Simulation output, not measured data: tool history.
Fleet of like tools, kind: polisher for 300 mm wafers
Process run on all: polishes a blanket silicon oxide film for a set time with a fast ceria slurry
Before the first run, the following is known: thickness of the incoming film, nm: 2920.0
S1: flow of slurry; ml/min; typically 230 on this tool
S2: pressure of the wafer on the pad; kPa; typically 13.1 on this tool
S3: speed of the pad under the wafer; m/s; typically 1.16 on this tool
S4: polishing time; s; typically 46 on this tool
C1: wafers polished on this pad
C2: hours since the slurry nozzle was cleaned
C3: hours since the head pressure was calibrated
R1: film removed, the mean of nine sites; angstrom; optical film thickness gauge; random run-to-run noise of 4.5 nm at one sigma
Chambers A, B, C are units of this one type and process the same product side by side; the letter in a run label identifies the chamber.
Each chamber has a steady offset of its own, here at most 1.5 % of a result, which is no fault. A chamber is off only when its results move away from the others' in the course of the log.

| run | hour | S1 | S2 | S3 | S4 | C1 | C2 | C3 | R1 |
|---|---|---|---|---|---|---|---|---|---|
| 1C | 7.4 | 230 | 13.1 | 1.16 | 46 | 559 | 528.9 | 524.0 | 6182.4 |
| 2A | 15.6 | 230 | 13.1 | 1.16 | 46 | 1016 | 324.8 | 597.1 | 6255.8 |
| 3B | 22.3 | 230 | 13.1 | 1.16 | 46 | 255 | 25.1 | 368.3 | 6333.2 |
| 4B | 27.1 | 230 | 13.1 | 1.16 | 46 | 300 | 29.9 | 373.1 | 6337.7 |
|  | 27.4 | chamber C: worn pad replaced by a new one |
| 5A | 35.4 | 230 | 13.1 | 1.16 | 46 | 1203 | 344.6 | 616.9 | 6270.9 |
|  | 40.8 | chamber A: worn pad replaced by a new one |
| 6C | 43.7 | 230 | 13.1 | 1.16 | 46 | 154 | 565.2 | 560.3 | 6202.3 |
| 7A | 48.3 | 230 | 15.9 | 1.16 | 46 | 71 | 357.5 | 629.8 | 7584.3 |
| 8B | 52.6 | 230 | 15.9 | 1.16 | 46 | 540 | 55.4 | 398.6 | 7659.3 |
| 9C | 59.8 | 230 | 15.9 | 1.16 | 46 | 305 | 581.3 | 576.4 | 7536.3 |
| 10B | 66.2 | 230 | 13.1 | 1.16 | 46 | 668 | 69.0 | 412.2 | 6349.9 |
| 11A | 72.5 | 230 | 13.1 | 1.16 | 46 | 299 | 381.7 | 654.0 | 6296.3 |
|  | 76.2 | chamber C: head pressure recalibrated |
| 12C | 80.9 | 230 | 13.1 | 1.16 | 46 | 504 | 602.4 | 4.7 | 5595.1 |
| 13B | 85.2 | 160 | 13.1 | 1.16 | 46 | 847 | 88.0 | 431.2 | 6015.5 |
| 14C | 91.2 | 160 | 13.1 | 1.16 | 46 | 601 | 612.7 | 15.0 | 5358.7 |
| 15A | 96.5 | 160 | 13.1 | 1.16 | 46 | 525 | 405.7 | 678.0 | 6009.9 |
| 16A | 103.9 | 230 | 13.1 | 1.16 | 46 | 594 | 413.1 | 685.4 | 6216.5 |
| 17C | 108.1 | 230 | 13.1 | 1.16 | 46 | 760 | 629.6 | 31.9 | 5598.0 |
| 18B | 115.2 | 230 | 13.1 | 1.16 | 46 | 1130 | 118.0 | 461.2 | 6425.7 |
|  | 118.6 | chamber C: worn pad replaced by a new one |
| 19B | 123.6 | 230 | 13.1 | 1.16 | 46 | 1209 | 126.4 | 469.6 | 6245.6 |
| 20A | 128.7 | 230 | 13.1 | 1.16 | 46 | 828 | 437.9 | 710.2 | 6280.5 |
| 21C | 136.2 | 230 | 13.1 | 1.16 | 46 | 166 | 657.7 | 60.0 | 5642.7 |
| 22A | 144.3 | 230 | 13.1 | 1.16 | 46 | 975 | 453.5 | 725.8 | 6270.9 |
| 23C | 150.7 | 230 | 13.1 | 1.16 | 46 | 303 | 672.2 | 74.5 | 5678.3 |
| 24B | 159.8 | 230 | 13.1 | 1.16 | 46 | 1550 | 162.6 | 505.8 | 6402.2 |
|  | 164.3 | chamber B: worn pad replaced by a new one |
| 25C | 166.2 | 230 | 13.1 | 1.16 | 46 | 449 | 687.7 | 90.0 | 5585.3 |
| 26B | 174.7 | 230 | 13.1 | 1.16 | 46 | 98 | 177.5 | 520.7 | 6286.0 |
| 27A | 181.9 | 230 | 13.1 | 1.16 | 46 | 1329 | 491.1 | 763.4 | 6242.9 |
| 28A | 186.3 | 230 | 13.1 | 1.16 | 46 | 1371 | 495.5 | 767.8 | 6214.5 |
| 29C | 193.3 | 230 | 13.1 | 1.16 | 46 | 704 | 714.8 | 117.1 | 5613.1 |

What goes on in this fleet: one chamber off, a drifting gauge, or nothing beyond the chambers' own small offsets? Name the chamber and the cause, if any.

After it was serviced, chamber C no longer matches the other chambers.
Most likely cause: head's pressure below its setpoint, % = 8.72.

Below are 4 candidate recipes for chamber C's next run, each the usual settings with a change, their results shown as question marks. Which of them brings C's results back in line with what the other chambers give on the usual settings?
In line means no further than this from the other chambers' mean on the usual settings: R1 160.0 angstrom
| 30C-1 | 200.3 | 230 | 11.7 | 1.08 | 43 |  |  |  | ? |
| 30C-2 | 200.3 | 230 | 13.8 | 1.20 | 47 |  |  |  | ? |
| 30C-3 | 200.3 | 230 | 13.1 | 1.16 | 59 |  |  |  | ? |
| 30C-4 | 200.3 | 225 | 13.1 | 1.16 | 41 |  |  |  | ? |

Other chambers, usual settings, mean: R1 6294.5 angstrom
| run | R1 |
|---|---|
| 30C-1 | 4389.6 |
| 30C-2 | 6260.1 |
| 30C-3 | 7220.9 |
| 30C-4 | 5004.4 |
The right change is 30C-2: it brings the chamber back within the allowed miss of the others.
